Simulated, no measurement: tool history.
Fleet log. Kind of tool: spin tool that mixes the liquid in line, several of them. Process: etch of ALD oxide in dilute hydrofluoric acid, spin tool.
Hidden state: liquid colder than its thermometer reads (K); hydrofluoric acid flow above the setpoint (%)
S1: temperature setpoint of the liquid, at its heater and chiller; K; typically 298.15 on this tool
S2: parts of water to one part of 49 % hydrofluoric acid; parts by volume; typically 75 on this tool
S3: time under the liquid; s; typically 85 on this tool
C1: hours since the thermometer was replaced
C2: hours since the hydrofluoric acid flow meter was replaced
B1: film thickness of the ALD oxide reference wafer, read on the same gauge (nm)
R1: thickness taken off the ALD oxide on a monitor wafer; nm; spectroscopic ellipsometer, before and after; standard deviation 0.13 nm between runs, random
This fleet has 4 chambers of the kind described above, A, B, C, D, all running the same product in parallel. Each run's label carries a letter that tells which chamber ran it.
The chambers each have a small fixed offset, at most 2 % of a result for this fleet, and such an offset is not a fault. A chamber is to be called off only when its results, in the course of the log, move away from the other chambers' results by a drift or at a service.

run,hour,S1,S2,S3,C1,C2,B1,R1
1C,6.9,298.15,75,85,1192.4,41.7,119.97,15.605
2D,13.6,298.15,75,85,252.9,726.1,120.00,15.354
3B,23.7,298.15,75,85,1064.6,953.0,120.00,15.676
4A,33.1,298.15,75,85,336.1,148.3,120.02,15.956
# hour 39.1: chamber B: hydrofluoric acid flow meter replaced
5B,41.1,298.15,75,85,1082.0,2.1,120.02,15.613
6A,48.7,302.15,75,110,351.7,163.9,119.98,23.804
7C,56.0,302.15,75,110,1241.5,90.8,120.03,23.588
8D,65.6,302.15,75,110,304.9,778.1,120.04,23.427
9D,72.1,302.15,75,110,311.4,784.6,119.99,23.715
10C,80.4,298.15,75,85,1265.9,115.2,120.02,15.402
11A,87.1,298.15,75,85,390.1,202.3,120.04,15.701
12B,93.0,298.15,75,85,1133.9,54.0,120.00,15.625
13A,99.7,298.15,75,85,402.7,214.9,120.03,15.982
14D,107.1,298.15,110,85,346.4,819.6,120.03,10.301
15B,113.4,298.15,110,85,1154.3,74.4,119.99,10.318
16C,124.4,298.15,110,85,1309.9,159.2,120.00,10.236
17B,134.4,298.15,110,85,1175.3,95.4,119.98,10.186
18A,140.9,298.15,75,85,443.9,256.1,119.98,15.790
19D,152.1,298.15,75,85,391.4,864.6,120.00,15.590
20C,157.5,298.15,75,85,1343.0,192.3,119.98,15.589
21D,167.1,298.15,75,85,406.4,879.6,120.04,15.568
22B,177.9,298.15,75,85,1218.8,138.9,119.97,15.454
23A,184.7,298.15,75,85,487.7,299.9,120.06,15.983
24C,194.1,298.15,75,85,1379.6,228.9,119.98,15.475

Read the log: is a single chamber off, either drifting away or since a service, is the gauge that measures every chamber drifting, or is nothing wrong beyond small per-chamber offsets? Name any odd chamber and what most likely caused it.

All chambers stay in line apart from their small fixed offsets, and the gauge does not drift.
